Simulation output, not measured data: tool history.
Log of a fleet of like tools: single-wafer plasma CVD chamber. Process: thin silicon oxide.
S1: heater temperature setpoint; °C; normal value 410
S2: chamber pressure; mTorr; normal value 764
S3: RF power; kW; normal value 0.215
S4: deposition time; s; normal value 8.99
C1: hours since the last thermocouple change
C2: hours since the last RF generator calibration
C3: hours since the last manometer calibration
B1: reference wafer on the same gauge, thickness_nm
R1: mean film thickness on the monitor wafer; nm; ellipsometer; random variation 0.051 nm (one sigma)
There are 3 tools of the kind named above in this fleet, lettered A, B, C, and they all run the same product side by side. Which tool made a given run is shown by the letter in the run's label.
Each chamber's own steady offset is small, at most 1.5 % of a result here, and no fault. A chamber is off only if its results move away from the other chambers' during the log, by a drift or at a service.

run,hour,S1,S2,S3,S4,C1,C2,C3,B1,R1
1B,5.4,410,764,0.215,8.99,1689.4,1170.1,2258.4,11.395,13.2460
2C,10.8,410,764,0.215,8.99,934.7,1287.0,1730.4,11.391,13.5610
3A,15.5,410,764,0.215,8.99,842.2,337.2,2149.6,11.403,13.5600
4C,22.8,410,764,0.215,8.99,946.7,1299.0,1742.4,11.396,13.6250
5B,27.6,410,828,0.215,8.99,1711.6,1192.3,2280.6,11.395,14.4700
6A,32.5,410,828,0.215,8.99,859.2,354.2,2166.6,11.397,14.5520
7B,40.2,410,828,0.215,8.99,1724.2,1204.9,2293.2,11.400,14.4200
8C,45.0,398,764,0.215,7.78,968.9,1321.2,1764.6,11.406,11.8250
9A,53.3,398,764,0.215,7.78,880.0,375.0,2187.4,11.398,11.8050
10A,58.9,398,764,0.215,7.78,885.6,380.6,2193.0,11.395,11.9470
# hour 66.4: chamber C: thermocouple changed; heater temperature recalibrated
11B,66.7,410,764,0.215,8.99,1750.7,1231.4,2319.7,11.410,13.2720
12C,74.5,410,764,0.215,8.99,8.2,1350.7,1794.1,11.406,13.5750
13B,84.7,410,667,0.215,7.50,1768.7,1249.4,2337.7,11.406,9.7177
14A,89.4,410,667,0.215,7.50,916.1,411.1,2223.5,11.392,9.8285
15C,95.0,410,667,0.215,7.50,28.7,1371.2,1814.6,11.388,9.8285
16C,100.7,410,764,0.215,8.99,34.4,1376.9,1820.3,11.404,13.6470
17B,108.4,410,764,0.215,8.99,1792.4,1273.1,2361.4,11.394,13.4830
18A,117.1,410,887,0.180,8.99,943.8,438.8,2251.2,11.394,14.1300
# hour 119.7: chamber B: capacitance manometer re-zeroed and calibrated
19B,125.5,410,887,0.180,8.99,1809.5,1290.2,5.9,11.395,13.9650
# hour 126.9: chamber A: capacitance manometer re-zeroed and calibrated
20A,131.1,410,887,0.180,8.99,957.8,452.8,4.2,11.403,14.0990
21C,140.3,410,764,0.215,8.99,74.0,1416.5,1859.9,11.400,13.5330
22B,147.4,410,877,0.215,8.99,1831.4,1312.1,27.8,11.393,15.2080
23A,155.1,410,877,0.215,8.99,981.8,476.8,28.2,11.402,15.4410
24C,163.2,410,877,0.215,8.99,96.9,1439.4,1882.8,11.393,15.4860
25B,168.2,410,764,0.215,8.99,1852.2,1332.9,48.6,11.407,13.4040
26C,173.9,410,764,0.215,8.99,107.6,1450.1,1893.5,11.405,13.6510
27A,182.5,398,764,0.215,8.99,1009.2,504.2,55.6,11.392,13.6830
28C,190.2,398,764,0.215,8.99,123.9,1466.4,1909.8,11.399,13.7270
29A,195.0,398,764,0.215,8.99,1021.7,516.7,68.1,11.397,13.6820
30B,201.7,410,764,0.235,7.25,1885.7,1366.4,82.1,11.398,11.2810
31C,209.4,410,764,0.235,7.25,143.1,1485.6,1929.0,11.406,11.4780
32A,216.5,410,764,0.235,7.25,1043.2,538.2,89.6,11.409,11.3520
33B,222.4,410,764,0.215,8.99,1906.4,1387.1,102.8,11.408,13.3390
34C,231.8,410,764,0.215,8.99,165.5,1508.0,1951.4,11.397,13.5060

What goes on in this fleet: one chamber off, a drifting gauge, or nothing beyond the chambers' own small offsets? Name the chamber and the cause, if any.

Nothing is wrong: each chamber keeps only its own small, steady offset and the gauge holds still.

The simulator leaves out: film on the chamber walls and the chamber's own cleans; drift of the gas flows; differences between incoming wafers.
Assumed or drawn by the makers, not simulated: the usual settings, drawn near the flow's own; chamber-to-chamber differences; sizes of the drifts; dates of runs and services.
